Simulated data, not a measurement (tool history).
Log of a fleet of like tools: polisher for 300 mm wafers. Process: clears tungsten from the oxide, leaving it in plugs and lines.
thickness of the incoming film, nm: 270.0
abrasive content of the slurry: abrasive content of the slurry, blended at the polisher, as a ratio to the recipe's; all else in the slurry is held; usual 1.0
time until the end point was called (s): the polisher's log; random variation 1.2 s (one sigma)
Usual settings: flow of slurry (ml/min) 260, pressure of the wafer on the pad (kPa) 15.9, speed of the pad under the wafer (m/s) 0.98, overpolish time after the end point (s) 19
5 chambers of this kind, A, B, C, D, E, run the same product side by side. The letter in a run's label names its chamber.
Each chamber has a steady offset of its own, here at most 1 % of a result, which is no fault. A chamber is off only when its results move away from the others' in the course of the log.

run	hour	flow of slurry (ml/min)	pressure of the wafer on the pad (kPa)	speed of the pad under the wafer (m/s)	abrasive content of the slurry	overpolish time after the end point (s)	time until the end point was called (s)
# hour 4.2: chamber A: slurry blender recalibrated
1D	11.5	260	15.9	0.98	1.0	19	80.781
2E	19.2	260	15.9	0.98	1.0	19	80.604
# hour 24.5: chamber D: slurry tank refilled with fresh slurry and peroxide
3B	30.7	260	15.9	0.98	1.0	19	82.178
# hour 33.4: chamber A: slurry tank refilled with fresh slurry and peroxide
4C	41.1	260	15.9	0.98	1.0	19	82.384
# hour 50.5: chamber D: slurry blender recalibrated
5A	50.6	260	15.9	0.98	1.0	19	79.461
6E	56.9	260	11.0	0.98	1.0	19	119.230
# hour 62.0: chamber B: slurry tank refilled with fresh slurry and peroxide
7C	70.9	260	11.0	0.98	1.0	19	119.710
# hour 77.1: chamber C: slurry tank refilled with fresh slurry and peroxide
8A	83.0	260	11.0	0.98	1.0	19	117.040
# hour 84.7: chamber D: slurry tank refilled with fresh slurry and peroxide
# hour 89.4: chamber D: head pressure recalibrated
9D	90.0	260	11.0	0.98	1.0	19	117.120
# hour 97.6: chamber A: slurry nozzle cleaned
10B	100.2	260	11.0	0.98	1.0	19	119.520
# hour 108.5: chamber D: worn pad replaced by a new one
11B	112.4	260	15.9	0.98	1.0	19	81.529
# hour 112.7: chamber B: slurry nozzle cleaned
# hour 114.0: chamber D: slurry nozzle cleaned
12A	120.8	260	15.9	0.98	1.0	19	81.025
# hour 125.6: chamber B: worn pad replaced by a new one
# hour 128.0: chamber A: head pressure recalibrated
13D	129.8	260	15.9	0.98	1.0	19	81.760
# hour 130.3: chamber B: slurry tank refilled with fresh slurry and peroxide
# hour 132.1: chamber A: worn pad replaced by a new one
# hour 133.1: chamber C: worn pad replaced by a new one
# hour 136.1: chamber B: slurry blender recalibrated
14E	138.3	260	15.9	0.98	1.0	19	83.411
15C	149.7	260	15.9	0.98	1.0	11	78.829
# hour 150.1: chamber D: slurry tank refilled with fresh slurry and peroxide
16A	160.5	260	15.9	0.98	1.0	11	83.784
# hour 168.5: chamber C: slurry tank refilled with fresh slurry and peroxide
17C	171.2	260	15.9	0.98	1.0	11	81.465
# hour 174.6: chamber A: slurry tank refilled with fresh slurry and peroxide
18B	178.3	260	15.9	0.98	1.0	11	82.804
# hour 188.0: chamber E: slurry blender recalibrated
19E	191.3	260	15.9	0.98	1.0	11	85.826
# hour 195.5: chamber B: slurry tank refilled with fresh slurry and peroxide
# hour 199.4: chamber E: worn pad replaced by a new one
# hour 200.5: chamber D: slurry blender recalibrated
20D	205.2	260	15.9	0.98	1.0	19	82.240
21E	214.3	260	15.9	0.98	1.0	19	85.890
# hour 217.1: chamber D: slurry tank refilled with fresh slurry and peroxide
22A	225.6	260	15.9	0.98	1.0	19	81.899
# hour 230.7: chamber C: slurry nozzle cleaned
23C	236.6	260	15.9	0.98	0.9	19	84.404
24D	248.0	260	15.9	0.98	0.9	19	85.580
# hour 250.1: chamber C: slurry tank refilled with fresh slurry and peroxide
25B	259.6	260	15.9	0.98	0.9	19	82.989
# hour 265.0: chamber B: slurry tank refilled with fresh slurry and peroxide
26C	273.4	260	15.9	0.98	0.9	19	84.436
27D	281.3	260	15.9	0.98	0.9	19	84.460
28E	293.8	260	15.9	0.98	1.0	19	93.680
# hour 293.9: chamber B: worn pad replaced by a new one
# hour 296.1: chamber E: slurry nozzle cleaned
29A	302.9	260	15.9	0.98	1.0	19	82.126
# hour 312.5: chamber B: slurry blender recalibrated
30B	313.7	260	15.9	0.98	1.0	19	81.329
31E	326.3	260	15.9	0.98	1.0	19	96.880

All 5 chambers run these settings next. Forecast each chamber's results:
32A	336.3	260	15.9	0.98	1.0	19	?
32B	336.3	260	15.9	0.98	1.0	19	?
32C	336.3	260	15.9	0.98	1.0	19	?
32D	336.3	260	15.9	0.98	1.0	19	?
32E	336.3	260	15.9	0.98	1.0	19	?

run	time until the end point was called (s)
32A	80.876
32B	80.914
32C	81.877
32D	81.695
32E	98.298

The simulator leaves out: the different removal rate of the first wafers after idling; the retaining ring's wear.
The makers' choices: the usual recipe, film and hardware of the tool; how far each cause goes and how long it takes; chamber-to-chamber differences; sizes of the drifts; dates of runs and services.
